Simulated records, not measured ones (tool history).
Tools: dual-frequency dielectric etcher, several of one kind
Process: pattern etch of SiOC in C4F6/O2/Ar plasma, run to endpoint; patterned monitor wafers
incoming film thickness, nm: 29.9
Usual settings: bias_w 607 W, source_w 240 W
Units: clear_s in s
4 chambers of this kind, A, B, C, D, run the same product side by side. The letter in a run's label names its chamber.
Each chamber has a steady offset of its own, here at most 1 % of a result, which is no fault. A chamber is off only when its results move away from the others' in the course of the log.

| run | hour | bias_w | source_w | clear_s |
|---|---|---|---|---|
| 1A | 3.3 | 607 | 240 | 11.346 |
| 2C | 7.9 | 607 | 240 | 11.323 |
| 3D | 12.6 | 607 | 240 | 11.337 |
| 4B | 16 | 607 | 240 | 11.222 |
| 5B | 18.3 | 607 | 240 | 11.199 |
| 6A | 22.2 | 607 | 240 | 11.207 |
| 7D | 26.5 | 607 | 240 | 11.373 |
| 8C | 29.5 | 484 | 190 | 13.36 |
| 9A | 34 | 484 | 190 | 13.305 |
| 10D | 36.1 | 484 | 190 | 13.54 |
| 11B | 40.9 | 484 | 190 | 13.506 |
| 12C | 45.6 | 607 | 240 | 11.3 |
| 13A | 49.3 | 607 | 240 | 11.168 |
| 14D | 51.9 | 607 | 240 | 11.411 |
| 15B | 56.3 | 607 | 240 | 11.244 |
| 16C | 60.2 | 607 | 240 | 11.334 |
| 17B | 62.4 | 607 | 240 | 11.281 |
|  | 62.7 | chamber A: wet clean of the chamber |
| 18D | 66.2 | 607 | 240 | 11.395 |
| 19C | 70.2 | 607 | 240 | 11.32 |
| 20A | 72.4 | 607 | 240 | 11.815 |
| 21C | 74.5 | 607 | 240 | 11.176 |
| 22B | 77.3 | 739 | 300 | 9.5381 |
| 23D | 81.5 | 739 | 300 | 9.6662 |
| 24A | 84 | 739 | 300 | 10.111 |
| 25B | 88.1 | 739 | 300 | 9.5954 |
| 26C | 90.5 | 607 | 240 | 11.306 |
| 27A | 93.5 | 480 | 240 | 12.935 |
| 28D | 96.6 | 480 | 240 | 12.432 |
| 29D | 99 | 480 | 240 | 12.424 |
| 30B | 103.7 | 480 | 240 | 12.351 |
| 31C | 107.9 | 607 | 240 | 11.34 |
|  | 111.4 | chamber D: wet clean of the chamber |
| 32A | 112.1 | 607 | 240 | 11.837 |
| 33C | 116.1 | 607 | 240 | 11.297 |
| 34B | 118.3 | 607 | 280 | 10.535 |
| 35A | 123 | 607 | 280 | 11.147 |
| 36D | 127.6 | 607 | 280 | 10.704 |
| 37B | 132.4 | 607 | 280 | 10.635 |

All 4 chambers run these settings next. Forecast each chamber's results:
| 38A | 135.8 | 607 | 240 | ? |
| 38B | 135.8 | 607 | 240 | ? |
| 38C | 135.8 | 607 | 240 | ? |
| 38D | 135.8 | 607 | 240 | ? |

| run | clear_s |
|---|---|
| 38A | 11.847 |
| 38B | 11.234 |
| 38C | 11.287 |
| 38D | 11.469 |
